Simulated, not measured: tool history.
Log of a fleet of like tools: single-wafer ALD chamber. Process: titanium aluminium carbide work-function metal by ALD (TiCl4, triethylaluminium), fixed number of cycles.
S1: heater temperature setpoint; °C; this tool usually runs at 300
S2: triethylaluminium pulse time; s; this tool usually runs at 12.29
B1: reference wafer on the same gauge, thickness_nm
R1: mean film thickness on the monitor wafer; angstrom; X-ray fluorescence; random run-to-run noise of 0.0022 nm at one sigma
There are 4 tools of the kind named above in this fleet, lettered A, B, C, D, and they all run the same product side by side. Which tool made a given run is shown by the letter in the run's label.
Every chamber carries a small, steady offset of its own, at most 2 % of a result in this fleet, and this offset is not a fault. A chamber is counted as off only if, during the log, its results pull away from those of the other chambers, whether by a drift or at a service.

run   hour   S1     S2      B1      R1
 1A    6.4  300  12.29  1.9801  20.365
 2D   10.4  300  12.29  1.9809  20.453
 3B   14.8  300  12.29  1.9809  20.691
      15.2  -- chamber B: triethylaluminium bottle replaced
 4C   21.3  300  12.29  1.9812  20.339
 5C   28.0  300  12.29  1.9820  20.324
 6D   31.3  300  12.29  1.9819  20.494
 7B   37.0  300  12.29  1.9820  20.710
 8A   41.5  291  10.84  1.9826  19.447
      45.4  -- chamber D: thermocouple changed; heater temperature recalibrated
 9D   47.5  291  10.84  1.9834  19.503
10C   53.1  291  10.84  1.9834  19.346
11A   56.6  291  10.84  1.9827  19.398
12B   62.8  300  12.29  1.9837  20.769
13C   67.7  300  12.29  1.9843  20.388
14D   71.2  300  12.29  1.9843  20.524
15B   75.4  300  12.29  1.9843  20.771
16A   81.6  300  12.29  1.9849  20.420
17B   86.3  300  12.29  1.9854  20.793
18C   92.2  300  12.29  1.9855  20.385
19A   96.8  300  12.29  1.9858  20.441
20D  103.0  295  14.64  1.9865  20.270
21B  107.0  295  14.64  1.9866  20.450
22C  110.3  295  14.64  1.9861  20.119
23A  116.6  295  14.64  1.9872  20.176
24D  123.5  300  12.29  1.9873  20.523
25C  126.6  300  12.29  1.9882  20.424
26B  133.3  300  12.29  1.9881  20.790
27D  137.1  300  12.29  1.9885  20.508
28A  141.1  300  12.29  1.9882  20.409

One chamber off, gauge drift, or nothing amiss beyond the chambers' own small offsets? If it is a chamber, which one, and what is the likeliest cause?

None of the chambers is off. What moves is the gauge, dragging all their readings along together.
Likeliest cause: gauge reads high (%) = 0.449.
